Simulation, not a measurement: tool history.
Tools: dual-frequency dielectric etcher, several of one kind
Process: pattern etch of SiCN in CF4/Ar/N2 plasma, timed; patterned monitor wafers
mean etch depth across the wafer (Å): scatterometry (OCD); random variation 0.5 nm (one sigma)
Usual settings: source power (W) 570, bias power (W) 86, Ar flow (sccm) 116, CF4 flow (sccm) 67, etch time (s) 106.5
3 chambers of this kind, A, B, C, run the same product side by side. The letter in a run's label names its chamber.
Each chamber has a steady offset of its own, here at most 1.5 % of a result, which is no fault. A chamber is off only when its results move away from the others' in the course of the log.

| run | day | source power (W) | bias power (W) | Ar flow (sccm) | CF4 flow (sccm) | etch time (s) | read-back reference wafer on the same gauge, depth_nm | mean etch depth across the wafer (Å) |
|---|---|---|---|---|---|---|---|---|
| 1B | 0.275 | 570 | 86 | 116 | 67 | 106.5 | 97.924 | 1155.4 |
| 2C | 0.442 | 570 | 86 | 116 | 67 | 106.5 | 98.109 | 1162.8 |
| 3A | 0.733 | 570 | 86 | 116 | 67 | 106.5 | 98.059 | 1175.1 |
| 4B | 0.983 | 570 | 86 | 116 | 67 | 106.5 | 98.038 | 1158.4 |
| 5C | 1.258 | 570 | 86 | 116 | 67 | 106.5 | 97.933 | 1165.9 |
| 6A | 1.600 | 570 | 86 | 116 | 67 | 106.5 | 98.037 | 1184.0 |
| 7B | 1.800 | 570 | 86 | 116 | 67 | 106.5 | 98.062 | 1155.0 |
| 8C | 2.112 | 570 | 86 | 116 | 67 | 106.5 | 98.029 | 1159.6 |
| 9A | 2.446 | 570 | 86 | 116 | 67 | 106.5 | 98.013 | 1188.0 |
| 10A | 2.808 | 570 | 86 | 116 | 67 | 106.5 | 97.996 | 1183.8 |
| 11C | 3.167 | 570 | 86 | 116 | 67 | 106.5 | 97.964 | 1168.5 |
| 12B | 3.458 | 570 | 86 | 116 | 67 | 106.5 | 98.006 | 1157.6 |
| 13A | 3.683 | 570 | 86 | 116 | 67 | 106.5 | 97.993 | 1172.6 |
| 14C | 4.008 | 570 | 86 | 116 | 67 | 106.5 | 97.995 | 1155.8 |
| 15B | 4.362 | 570 | 86 | 116 | 67 | 106.5 | 98.047 | 1157.8 |
| 16A | 4.600 | 570 | 86 | 116 | 67 | 106.5 | 98.012 | 1190.2 |
| 17B | 4.825 | 570 | 101 | 98 | 67 | 106.5 | 98.111 | 1255.6 |
|  | 4.971 | chamber B: wet clean of the chamber |
| 18C | 5.017 | 570 | 101 | 98 | 67 | 106.5 | 97.997 | 1253.4 |
| 19A | 5.204 | 570 | 101 | 98 | 67 | 106.5 | 98.038 | 1284.1 |
| 20C | 5.521 | 570 | 86 | 116 | 67 | 106.5 | 97.926 | 1156.0 |
| 21B | 5.696 | 570 | 86 | 116 | 67 | 106.5 | 97.883 | 1160.5 |
| 22B | 6.054 | 570 | 86 | 116 | 67 | 106.5 | 98.138 | 1158.2 |
| 23C | 6.392 | 570 | 94 | 116 | 67 | 106.5 | 97.944 | 1184.9 |
| 24A | 6.758 | 570 | 94 | 116 | 67 | 106.5 | 97.996 | 1213.1 |
| 25A | 6.917 | 570 | 94 | 116 | 67 | 106.5 | 98.067 | 1206.4 |
| 26B | 7.262 | 570 | 86 | 116 | 67 | 106.5 | 97.970 | 1149.1 |
| 27C | 7.621 | 570 | 86 | 116 | 67 | 106.5 | 97.935 | 1147.8 |
| 28C | 7.808 | 570 | 86 | 116 | 67 | 106.5 | 97.941 | 1140.9 |
| 29B | 8.104 | 570 | 86 | 116 | 67 | 106.5 | 97.958 | 1156.8 |
| 30A | 8.317 | 570 | 86 | 116 | 67 | 106.5 | 97.861 | 1185.1 |
| 31A | 8.688 | 570 | 86 | 116 | 67 | 106.5 | 97.969 | 1170.6 |
| 32C | 8.950 | 570 | 76 | 116 | 67 | 106.5 | 98.073 | 1088.1 |
| 33B | 9.229 | 570 | 76 | 116 | 67 | 106.5 | 97.942 | 1115.8 |
| 34A | 9.596 | 570 | 76 | 116 | 67 | 106.5 | 97.949 | 1128.1 |
| 35B | 9.904 | 570 | 86 | 116 | 57 | 106.5 | 97.972 | 1123.1 |
|  | 9.938 | chamber A: bias power generator calibrated |
| 36C | 10.117 | 570 | 86 | 116 | 57 | 106.5 | 97.975 | 1096.6 |
| 37B | 10.450 | 570 | 86 | 116 | 57 | 106.5 | 98.027 | 1137.1 |
| 38A | 10.617 | 570 | 86 | 116 | 67 | 106.5 | 98.062 | 1179.6 |
| 39C | 10.817 | 570 | 86 | 116 | 67 | 106.5 | 97.963 | 1121.0 |
|  | 10.983 | chamber B: bias power generator calibrated |
| 40B | 11.183 | 510 | 86 | 116 | 67 | 106.5 | 98.020 | 1047.6 |
| 41A | 11.508 | 510 | 86 | 116 | 67 | 106.5 | 97.998 | 1075.3 |
| 42C | 11.854 | 510 | 86 | 116 | 67 | 106.5 | 97.950 | 1021.6 |
| 43C | 12.062 | 570 | 86 | 116 | 67 | 106.5 | 98.001 | 1122.1 |
| 44B | 12.304 | 570 | 86 | 116 | 67 | 124.0 | 98.043 | 1348.5 |

All 3 chambers run these settings next. Forecast each chamber's results:
| 45A | 12.567 | 570 | 86 | 137 | 67 | 106.5 |  | ? |
| 45B | 12.567 | 570 | 86 | 137 | 67 | 106.5 |  | ? |
| 45C | 12.567 | 570 | 86 | 137 | 67 | 106.5 |  | ? |

| run | mean etch depth across the wafer (Å) |
|---|---|
| 45A | 1147.6 |
| 45B | 1136.1 |
| 45C | 1103.2 |
